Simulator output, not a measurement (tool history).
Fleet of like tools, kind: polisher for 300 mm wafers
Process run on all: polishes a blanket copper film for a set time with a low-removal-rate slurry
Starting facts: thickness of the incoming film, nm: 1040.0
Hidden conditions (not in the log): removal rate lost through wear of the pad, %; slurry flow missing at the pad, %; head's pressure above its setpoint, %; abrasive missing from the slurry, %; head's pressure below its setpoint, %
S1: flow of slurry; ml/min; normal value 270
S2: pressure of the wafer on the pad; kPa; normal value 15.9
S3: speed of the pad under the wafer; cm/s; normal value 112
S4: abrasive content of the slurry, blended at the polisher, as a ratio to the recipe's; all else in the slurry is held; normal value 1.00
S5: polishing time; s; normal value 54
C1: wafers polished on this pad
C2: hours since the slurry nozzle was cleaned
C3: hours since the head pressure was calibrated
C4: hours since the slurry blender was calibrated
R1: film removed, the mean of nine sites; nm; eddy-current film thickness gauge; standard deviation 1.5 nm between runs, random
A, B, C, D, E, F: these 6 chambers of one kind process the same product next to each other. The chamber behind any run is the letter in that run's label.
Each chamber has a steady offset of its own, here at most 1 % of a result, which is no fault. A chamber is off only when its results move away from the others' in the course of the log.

| run | hour | S1 | S2 | S3 | S4 | S5 | C1 | C2 | C3 | C4 | R1 |
|---|---|---|---|---|---|---|---|---|---|---|---|
|  | 7.4 | chamber E: worn pad replaced by a new one |
| 1C | 10.9 | 270 | 15.9 | 112 | 1.00 | 54 | 774 | 396.3 | 60.7 | 130.0 | 122.210 |
|  | 19.2 | chamber A: worn pad replaced by a new one |
| 2E | 20.0 | 270 | 15.9 | 112 | 1.00 | 54 | 119 | 374.7 | 350.7 | 80.5 | 122.660 |
| 3D | 28.0 | 270 | 15.9 | 112 | 1.00 | 54 | 321 | 708.5 | 514.5 | 36.0 | 118.890 |
| 4A | 37.2 | 270 | 15.9 | 112 | 1.00 | 54 | 170 | 109.8 | 280.1 | 380.0 | 121.840 |
|  | 43.0 | chamber C: slurry nozzle cleaned |
|  | 44.7 | chamber F: head pressure recalibrated |
|  | 48.7 | chamber F: worn pad replaced by a new one |
| 5B | 49.3 | 270 | 15.9 | 112 | 1.00 | 54 | 500 | 99.2 | 1200.2 | 117.6 | 119.730 |
| 6F | 58.1 | 270 | 15.9 | 82 | 1.00 | 36 | 89 | 347.4 | 13.5 | 178.3 | 57.575 |
|  | 63.3 | chamber D: head pressure recalibrated |
|  | 64.6 | chamber C: worn pad replaced by a new one |
| 7C | 71.2 | 270 | 15.9 | 82 | 1.00 | 36 | 62 | 28.3 | 121.0 | 190.3 | 58.722 |
|  | 77.1 | chamber B: worn pad replaced by a new one |
| 8B | 79.8 | 270 | 15.9 | 82 | 1.00 | 36 | 26 | 129.7 | 1230.7 | 148.1 | 58.185 |
| 9E | 86.4 | 270 | 15.9 | 82 | 1.00 | 36 | 747 | 441.1 | 417.1 | 146.9 | 58.402 |
|  | 88.4 | chamber D: slurry nozzle cleaned |
|  | 98.1 | chamber E: worn pad replaced by a new one |
| 10A | 99.2 | 270 | 15.9 | 82 | 1.00 | 36 | 757 | 171.8 | 342.1 | 442.0 | 59.083 |
|  | 105.6 | chamber D: worn pad replaced by a new one |
| 11F | 106.6 | 270 | 15.9 | 82 | 1.00 | 36 | 548 | 395.9 | 62.0 | 226.8 | 58.182 |
|  | 110.5 | chamber E: head pressure recalibrated |
| 12D | 119.3 | 270 | 15.9 | 112 | 1.00 | 54 | 129 | 31.0 | 56.1 | 127.3 | 121.300 |
|  | 126.6 | chamber E: slurry blender recalibrated |
|  | 127.4 | chamber A: worn pad replaced by a new one |
| 13D | 132.0 | 270 | 15.9 | 112 | 1.00 | 54 | 249 | 43.7 | 68.8 | 140.0 | 119.280 |
|  | 140.1 | chamber D: slurry blender recalibrated |
| 14C | 140.6 | 270 | 15.9 | 112 | 1.00 | 54 | 719 | 97.7 | 190.4 | 259.7 | 121.270 |
| 15B | 150.0 | 270 | 15.9 | 112 | 1.00 | 54 | 690 | 199.9 | 1300.9 | 218.3 | 117.410 |
|  | 153.1 | chamber B: worn pad replaced by a new one |
| 16A | 162.1 | 270 | 15.9 | 112 | 1.00 | 54 | 328 | 234.7 | 405.0 | 504.9 | 120.410 |
| 17E | 173.7 | 270 | 15.9 | 112 | 1.00 | 54 | 715 | 528.4 | 63.3 | 47.1 | 120.010 |
| 18F | 186.7 | 270 | 15.9 | 112 | 1.00 | 54 | 1306 | 476.0 | 142.1 | 306.9 | 121.690 |
| 19E | 194.1 | 270 | 15.9 | 112 | 1.00 | 54 | 908 | 548.8 | 83.7 | 67.5 | 117.120 |
|  | 198.2 | chamber C: worn pad replaced by a new one |
|  | 200.7 | chamber F: worn pad replaced by a new one |
| 20A | 203.7 | 270 | 15.9 | 112 | 1.00 | 54 | 722 | 276.3 | 446.6 | 546.5 | 119.770 |
|  | 205.8 | chamber E: worn pad replaced by a new one |
|  | 212.8 | chamber A: slurry blender recalibrated |
| 21B | 214.5 | 270 | 15.9 | 112 | 1.00 | 54 | 581 | 264.4 | 1365.4 | 282.8 | 119.870 |
|  | 217.9 | chamber B: worn pad replaced by a new one |
| 22C | 225.8 | 270 | 15.9 | 112 | 1.00 | 54 | 261 | 182.9 | 275.6 | 344.9 | 121.560 |
|  | 229.2 | chamber A: worn pad replaced by a new one |
| 23F | 231.6 | 270 | 15.9 | 112 | 1.00 | 54 | 292 | 520.9 | 187.0 | 351.8 | 122.550 |
|  | 232.6 | chamber B: head pressure recalibrated |
|  | 236.4 | chamber D: worn pad replaced by a new one |
|  | 242.9 | chamber B: slurry blender recalibrated |
| 24D | 243.4 | 270 | 15.9 | 112 | 1.00 | 54 | 66 | 155.1 | 180.2 | 103.4 | 118.440 |
| 25B | 250.7 | 270 | 15.9 | 112 | 1.00 | 54 | 310 | 300.6 | 18.1 | 7.9 | 108.940 |
| 26C | 263.6 | 270 | 15.9 | 112 | 1.00 | 54 | 619 | 220.7 | 313.4 | 382.7 | 119.460 |
|  | 271.3 | chamber D: slurry blender recalibrated |
| 27F | 275.0 | 270 | 15.9 | 112 | 1.00 | 54 | 702 | 564.3 | 230.4 | 395.2 | 122.070 |
| 28D | 284.5 | 270 | 15.9 | 112 | 1.00 | 54 | 455 | 196.2 | 221.3 | 13.3 | 117.220 |
|  | 293.3 | chamber C: slurry blender recalibrated |
|  | 294.7 | chamber B: worn pad replaced by a new one |
| 29A | 295.0 | 340 | 15.9 | 112 | 1.15 | 54 | 622 | 367.6 | 537.9 | 82.3 | 124.070 |
|  | 302.2 | chamber F: slurry blender recalibrated |
|  | 304.4 | chamber E: worn pad replaced by a new one |
| 30E | 305.2 | 340 | 15.9 | 112 | 1.15 | 54 | 8 | 659.9 | 194.8 | 178.6 | 123.140 |
|  | 308.0 | chamber E: slurry blender recalibrated |
| 31E | 311.3 | 340 | 15.9 | 112 | 1.15 | 54 | 65 | 666.0 | 200.9 | 3.4 | 125.130 |
| 32C | 317.3 | 340 | 15.9 | 112 | 1.15 | 54 | 1127 | 274.4 | 367.1 | 24.1 | 127.460 |
| 33B | 330.3 | 340 | 15.9 | 112 | 1.15 | 54 | 337 | 380.2 | 97.7 | 87.5 | 114.950 |
|  | 330.6 | chamber A: worn pad replaced by a new one |
| 34F | 342.6 | 340 | 15.9 | 112 | 1.15 | 54 | 1342 | 631.9 | 298.0 | 40.4 | 125.720 |
| 35D | 353.3 | 270 | 15.9 | 112 | 1.00 | 54 | 1106 | 265.0 | 290.1 | 82.1 | 121.280 |
|  | 355.6 | chamber F: worn pad replaced by a new one |
|  | 356.0 | chamber A: slurry nozzle cleaned |
|  | 360.8 | chamber F: slurry nozzle cleaned |
| 36A | 363.0 | 270 | 15.9 | 112 | 1.00 | 54 | 306 | 7.0 | 605.9 | 150.3 | 120.630 |
| 37A | 369.0 | 270 | 15.9 | 112 | 1.00 | 54 | 363 | 13.0 | 611.9 | 156.3 | 116.850 |
| 38F | 377.2 | 270 | 15.9 | 112 | 1.00 | 54 | 204 | 16.4 | 332.6 | 75.0 | 120.130 |

Next, every chamber runs the same settings. What will each give?
| 39A | 386.6 | 270 | 15.9 | 94 | 1.00 | 54 |  |  |  |  | ? |
| 39B | 386.6 | 270 | 15.9 | 94 | 1.00 | 54 |  |  |  |  | ? |
| 39C | 386.6 | 270 | 15.9 | 94 | 1.00 | 54 |  |  |  |  | ? |
| 39D | 386.6 | 270 | 15.9 | 94 | 1.00 | 54 |  |  |  |  | ? |
| 39E | 386.6 | 270 | 15.9 | 94 | 1.00 | 54 |  |  |  |  | ? |
| 39F | 386.6 | 270 | 15.9 | 94 | 1.00 | 54 |  |  |  |  | ? |

| run | R1 |
|---|---|
| 39A | 102.910 |
| 39B | 92.309 |
| 39C | 100.600 |
| 39D | 101.650 |
| 39E | 100.560 |
| 39F | 100.080 |
